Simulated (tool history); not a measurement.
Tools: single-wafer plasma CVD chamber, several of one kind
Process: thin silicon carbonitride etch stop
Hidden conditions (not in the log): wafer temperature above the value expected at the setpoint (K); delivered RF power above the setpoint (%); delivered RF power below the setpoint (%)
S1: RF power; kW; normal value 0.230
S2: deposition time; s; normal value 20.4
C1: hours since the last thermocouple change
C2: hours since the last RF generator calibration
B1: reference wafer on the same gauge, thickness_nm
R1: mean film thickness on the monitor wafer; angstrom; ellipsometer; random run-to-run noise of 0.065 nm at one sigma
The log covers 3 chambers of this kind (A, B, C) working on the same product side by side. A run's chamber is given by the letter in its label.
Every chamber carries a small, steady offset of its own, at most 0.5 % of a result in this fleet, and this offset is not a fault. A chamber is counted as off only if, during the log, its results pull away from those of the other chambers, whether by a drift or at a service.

Run 1C, hour 4.2: usual settings; C1 1120.0; C2 1133.9; B1 11.203. Result: R1 121.74 angstrom.
Run 2B, hour 11.0: usual settings; C1 841.1; C2 807.3; B1 11.196. Result: R1 121.19 angstrom.
Run 3A, hour 18.8: usual settings; C1 348.0; C2 632.7; B1 11.196. Result: R1 120.61 angstrom.
Run 4C, hour 25.2: usual settings; C1 1141.0; C2 1154.9; B1 11.201. Result: R1 121.03 angstrom.
Run 5A, hour 30.3: usual settings; C1 359.5; C2 644.2; B1 11.191. Result: R1 122.02 angstrom.
Run 6B, hour 37.9: usual settings; C1 868.0; C2 834.2; B1 11.195. Result: R1 121.87 angstrom.
Run 7A, hour 44.6: usual settings; C1 373.8; C2 658.5; B1 11.198. Result: R1 120.75 angstrom.
Run 8B, hour 51.1: usual settings but S1 0.190 kW; C1 881.2; C2 847.4; B1 11.204. Result: R1 115.50 angstrom.
Run 9C, hour 57.0: usual settings but S1 0.190 kW; C1 1172.8; C2 1186.7; B1 11.215. Result: R1 115.24 angstrom.
Run 10B, hour 61.6: usual settings but S1 0.190 kW; C1 891.7; C2 857.9; B1 11.188. Result: R1 114.11 angstrom.
Run 11A, hour 68.4: usual settings; C1 397.6; C2 682.3; B1 11.192. Result: R1 120.37 angstrom.
Run 12C, hour 72.2: usual settings; C1 1188.0; C2 1201.9; B1 11.193. Result: R1 121.68 angstrom.
Run 13C, hour 77.8: usual settings; C1 1193.6; C2 1207.5; B1 11.188. Result: R1 122.35 angstrom.
Run 14B, hour 82.8: usual settings; C1 912.9; C2 879.1; B1 11.201. Result: R1 121.17 angstrom.
Run 15A, hour 90.9: usual settings; C1 420.1; C2 704.8; B1 11.187. Result: R1 120.68 angstrom.
Run 16A, hour 98.6: usual settings; C1 427.8; C2 712.5; B1 11.184. Result: R1 120.83 angstrom.
Run 17C, hour 103.7: usual settings; C1 1219.5; C2 1233.4; B1 11.207. Result: R1 122.24 angstrom.
Run 18B, hour 112.4: usual settings; C1 942.5; C2 908.7; B1 11.210. Result: R1 121.23 angstrom.
Run 19A, hour 120.4: usual settings; C1 449.6; C2 734.3; B1 11.192. Result: R1 120.39 angstrom.
Run 20C, hour 128.4: usual settings; C1 1244.2; C2 1258.1; B1 11.202. Result: R1 120.45 angstrom.
Run 21B, hour 132.4: usual settings; C1 962.5; C2 928.7; B1 11.194. Result: R1 121.46 angstrom.
Run 22C, hour 138.3: usual settings; C1 1254.1; C2 1268.0; B1 11.215. Result: R1 121.93 angstrom.
Run 23A, hour 143.8: usual settings; C1 473.0; C2 757.7; B1 11.211. Result: R1 120.52 angstrom.
Run 24B, hour 150.3: usual settings; C1 980.4; C2 946.6; B1 11.184. Result: R1 121.99 angstrom.
Run 25B, hour 157.6: usual settings; C1 987.7; C2 953.9; B1 11.192. Result: R1 121.63 angstrom.
Run 26C, hour 166.2: usual settings; C1 1282.0; C2 1295.9; B1 11.197. Result: R1 121.49 angstrom.
Run 27A, hour 173.0: usual settings; C1 502.2; C2 786.9; B1 11.195. Result: R1 120.47 angstrom.
Run 28C, hour 177.2: usual settings; C1 1293.0; C2 1306.9; B1 11.189. Result: R1 122.39 angstrom.
Run 29B, hour 185.0: usual settings; C1 1015.1; C2 981.3; B1 11.198. Result: R1 121.13 angstrom.
Run 30A, hour 193.5: usual settings but S1 0.260 kW, S2 19.0 s; C1 522.7; C2 807.4; B1 11.205. Result: R1 116.91 angstrom.
Run 31C, hour 198.6: usual settings but S1 0.260 kW, S2 19.0 s; C1 1314.4; C2 1328.3; B1 11.197. Result: R1 118.34 angstrom.
Run 32A, hour 205.0: usual settings but S1 0.260 kW, S2 19.0 s; C1 534.2; C2 818.9; B1 11.207. Result: R1 116.80 angstrom.
Run 33B, hour 210.1: usual settings; C1 1040.2; C2 1006.4; B1 11.198. Result: R1 121.54 angstrom.
Run 34C, hour 218.1: usual settings; C1 1333.9; C2 1347.8; B1 11.197. Result: R1 121.36 angstrom.
Run 35A, hour 224.6: usual settings; C1 553.8; C2 838.5; B1 11.195. Result: R1 120.63 angstrom.
Run 36B, hour 233.2: usual settings but S1 0.205 kW, S2 19.0 s; C1 1063.3; C2 1029.5; B1 11.214. Result: R1 109.50 angstrom.
Run 37A, hour 241.7: usual settings but S1 0.205 kW, S2 19.0 s; C1 570.9; C2 855.6; B1 11.202. Result: R1 108.55 angstrom.
Run 38B, hour 248.7: usual settings but S1 0.205 kW, S2 19.0 s; C1 1078.8; C2 1045.0; B1 11.200. Result: R1 109.20 angstrom.
Run 39C, hour 252.9: usual settings; C1 1368.7; C2 1382.6; B1 11.208. Result: R1 121.70 angstrom.
Run 40A, hour 259.0: usual settings; C1 588.2; C2 872.9; B1 11.204. Result: R1 121.53 angstrom.
Run 41C, hour 263.9: usual settings but S1 0.265 kW, S2 22.3 s; C1 1379.7; C2 1393.6; B1 11.209. Result: R1 138.36 angstrom.
Run 42B, hour 268.2: usual settings but S1 0.265 kW, S2 22.3 s; C1 1098.3; C2 1064.5; B1 11.194. Result: R1 139.49 angstrom.

Next, every chamber runs the same settings. What will each give?
Run 43A, hour 274.4: usual settings but S1 0.270 kW. Result: R1 ?.
Run 43B, hour 274.4: usual settings but S1 0.270 kW. Result: R1 ?.
Run 43C, hour 274.4: usual settings but S1 0.270 kW. Result: R1 ?.

run      R1
43A  127.24
43B  127.61
43C  127.88
